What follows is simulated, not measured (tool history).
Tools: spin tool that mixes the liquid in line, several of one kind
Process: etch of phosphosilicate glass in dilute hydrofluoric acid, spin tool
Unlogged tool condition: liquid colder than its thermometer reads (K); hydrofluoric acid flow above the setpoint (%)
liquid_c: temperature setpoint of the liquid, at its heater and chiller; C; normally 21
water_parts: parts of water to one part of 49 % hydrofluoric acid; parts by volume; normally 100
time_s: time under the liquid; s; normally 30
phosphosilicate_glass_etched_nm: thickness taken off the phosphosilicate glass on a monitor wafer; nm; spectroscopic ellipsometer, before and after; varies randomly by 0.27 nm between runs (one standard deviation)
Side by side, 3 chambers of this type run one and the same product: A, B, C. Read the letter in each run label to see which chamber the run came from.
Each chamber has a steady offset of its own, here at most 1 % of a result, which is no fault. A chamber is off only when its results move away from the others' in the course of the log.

run	hour	liquid_c	water_parts	time_s	hours since the thermometer was replaced	hours since the hydrofluoric acid flow meter was replaced	read-back film thickness of the phosphosilicate glass reference wafer, read on the same gauge (nm)	phosphosilicate_glass_etched_nm
1B	7.7	21	100	30	1032.1	377.0	150.00	31.903
2C	14.0	21	100	30	371.7	517.5	149.98	32.501
3A	22.9	21	100	30	165.6	55.3	150.04	31.880
4C	32.5	21	100	30	390.2	536.0	150.01	31.942
5A	39.2	21	100	30	181.9	71.6	150.01	31.921
6B	49.5	21	100	30	1073.9	418.8	150.00	31.809
7C	59.7	21	100	30	417.4	563.2	149.98	32.219
8B	67.1	21	100	30	1091.5	436.4	150.03	31.428
9A	76.9	21	100	30	219.6	109.3	150.04	32.036
10C	82.5	21	100	30	440.2	586.0	149.97	32.283
11A	88.5	21	100	30	231.2	120.9	149.97	31.875
12B	94.5	21	100	30	1118.9	463.8	150.00	31.872
13A	104.6	18	60	30	247.3	137.0	150.02	48.703
14C	113.4	18	60	30	471.1	616.9	150.00	49.238
15B	118.1	18	60	30	1142.5	487.4	150.07	48.386
16C	124.4	21	100	30	482.1	627.9	149.94	32.796
17A	129.3	21	100	30	272.0	161.7	150.00	32.503
18B	137.7	17	100	20	1162.1	507.0	149.97	17.229
19A	145.4	17	100	20	288.1	177.8	149.97	18.057
20B	151.0	17	100	20	1175.4	520.3	149.99	17.146
21C	158.4	21	80	45	516.1	661.9	150.02	61.237
22A	166.9	21	80	45	309.6	199.3	150.01	61.742
23C	172.8	21	80	45	530.5	676.3	149.98	62.023
24B	177.7	21	100	30	1202.1	547.0	150.01	30.268
25B	184.2	21	100	30	1208.6	553.5	149.99	30.169
26C	193.6	21	100	30	551.3	697.1	150.01	32.371
27A	203.9	21	100	30	346.6	236.3	150.00	32.091
28C	213.2	19	70	30	570.9	716.7	150.04	43.796
29B	219.0	19	70	30	1243.4	588.3	149.99	39.439

Each of the 3 chambers runs these same settings next. Fill in every chamber's results:
30A	226.4	21	100	30				?
30B	226.4	21	100	30				?
30C	226.4	21	100	30				?

run	phosphosilicate_glass_etched_nm
30A	31.849
30B	28.947
30C	32.065
